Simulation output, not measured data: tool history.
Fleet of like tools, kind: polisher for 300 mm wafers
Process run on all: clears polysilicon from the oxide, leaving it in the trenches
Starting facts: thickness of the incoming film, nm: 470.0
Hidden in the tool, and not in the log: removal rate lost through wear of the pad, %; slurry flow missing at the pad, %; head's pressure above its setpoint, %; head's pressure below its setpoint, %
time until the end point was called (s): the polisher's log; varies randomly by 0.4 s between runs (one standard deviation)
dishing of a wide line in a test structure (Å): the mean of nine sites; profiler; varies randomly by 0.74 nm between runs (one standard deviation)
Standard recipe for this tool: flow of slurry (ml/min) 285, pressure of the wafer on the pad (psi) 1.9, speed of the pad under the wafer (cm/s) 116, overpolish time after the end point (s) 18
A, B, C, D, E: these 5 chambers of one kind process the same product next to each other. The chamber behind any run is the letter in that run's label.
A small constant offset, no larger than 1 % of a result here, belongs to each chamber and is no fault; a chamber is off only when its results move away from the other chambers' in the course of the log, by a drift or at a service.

run	hour	flow of slurry (ml/min)	pressure of the wafer on the pad (psi)	speed of the pad under the wafer (cm/s)	overpolish time after the end point (s)	wafers polished on this pad	hours since the slurry nozzle was cleaned	hours since the head pressure was calibrated	time until the end point was called (s)	dishing of a wide line in a test structure (Å)
1A	7.7	285	1.9	116	18	555	228.0	370.0	35.577	441.13
# hour 11.6: chamber B: worn pad replaced by a new one
2E	17.0	285	1.9	116	18	646	294.1	900.0	36.118	447.89
# hour 20.1: chamber C: worn pad replaced by a new one
3D	23.1	285	1.9	116	18	707	210.8	346.2	36.035	435.08
# hour 24.0: chamber D: worn pad replaced by a new one
4C	29.9	285	1.9	116	18	119	85.5	324.2	34.921	439.43
5B	37.7	285	1.9	116	18	315	62.4	74.3	36.311	439.42
# hour 42.2: chamber E: worn pad replaced by a new one
6B	43.4	375	1.9	90	18	384	68.1	80.0	45.077	438.20
# hour 46.3: chamber A: worn pad replaced by a new one
7C	49.5	375	1.9	90	18	355	105.1	343.8	45.383	426.77
8A	54.6	375	1.9	90	18	100	274.9	416.9	45.411	439.85
# hour 58.9: chamber B: worn pad replaced by a new one
# hour 58.9: chamber C: head pressure recalibrated
9D	60.2	375	1.9	90	18	437	247.9	383.3	45.524	450.16
10E	65.6	375	1.9	90	18	283	342.7	948.6	44.202	439.02
# hour 71.1: chamber D: worn pad replaced by a new one
11A	73.1	285	1.9	116	18	323	293.4	435.4	35.545	445.19
# hour 75.5: chamber E: head pressure recalibrated
12E	82.4	285	1.9	116	13	485	359.5	6.9	35.609	436.07
# hour 87.0: chamber C: worn pad replaced by a new one
13D	90.8	285	1.9	116	13	238	278.5	413.9	35.047	458.36
14B	97.3	285	1.9	116	13	463	122.0	133.9	35.497	440.64
15C	101.8	285	1.9	116	13	178	157.4	42.9	35.926	428.38
16D	108.9	285	1.9	116	13	457	296.6	432.0	35.296	441.74
# hour 110.7: chamber A: slurry nozzle cleaned
# hour 111.8: chamber B: worn pad replaced by a new one
17E	113.0	285	1.9	116	18	854	390.1	37.5	35.458	441.64
# hour 114.1: chamber E: slurry nozzle cleaned
# hour 116.2: chamber A: worn pad replaced by a new one
18A	120.3	285	1.9	116	18	50	9.6	482.6	35.438	444.27
# hour 122.5: chamber D: worn pad replaced by a new one
# hour 123.7: chamber E: worn pad replaced by a new one
19B	126.6	285	1.9	116	18	179	151.3	163.2	35.985	440.38
20C	135.1	285	1.9	116	18	580	190.7	76.2	35.406	449.04
21C	139.4	285	1.9	116	18	632	195.0	80.5	35.566	432.37
22D	145.1	285	2.1	116	24	272	332.8	468.2	32.474	447.36
# hour 152.1: chamber B: worn pad replaced by a new one
23E	153.8	285	2.1	116	24	363	39.8	78.3	32.210	443.65
# hour 155.6: chamber C: worn pad replaced by a new one
24B	159.6	285	2.1	116	24	91	184.3	196.2	32.640	436.17
25A	163.9	285	2.1	116	24	576	53.2	526.2	32.205	433.39
26C	168.3	285	2.1	116	24	153	223.9	109.4	31.624	435.27
# hour 170.2: chamber D: slurry nozzle cleaned
# hour 170.7: chamber D: worn pad replaced by a new one
27E	173.6	285	1.9	116	18	602	59.6	98.1	36.155	451.30
28D	181.5	285	1.9	116	18	130	11.3	504.6	35.300	442.60
29A	186.6	285	1.9	116	18	850	75.9	548.9	35.657	440.81
30B	196.1	285	1.9	116	18	531	220.8	232.7	35.523	440.80
# hour 197.9: chamber B: worn pad replaced by a new one
# hour 199.5: chamber E: worn pad replaced by a new one
# hour 203.6: chamber A: worn pad replaced by a new one
31C	205.3	285	1.9	116	18	599	260.9	146.4	36.279	442.73
# hour 209.1: chamber B: slurry nozzle cleaned
32D	210.8	285	1.9	116	9	484	40.6	533.9	35.735	433.94
33B	217.4	285	1.9	116	9	235	8.3	254.0	35.886	414.26
# hour 223.6: chamber C: worn pad replaced by a new one
34A	224.1	285	1.9	116	9	248	113.4	586.4	35.373	414.68
35E	229.8	285	1.9	116	9	365	115.8	154.3	35.237	404.65
36C	235.4	285	1.9	116	9	142	291.0	176.5	35.778	421.66

Which is it: a chamber that has drifted or been left off by a service, a gauge drift common to all chambers, or only each chamber's usual small offset? If a chamber is off, name it and its likeliest cause.

Nothing is wrong: each chamber keeps only its own small, steady offset and the gauge holds still.
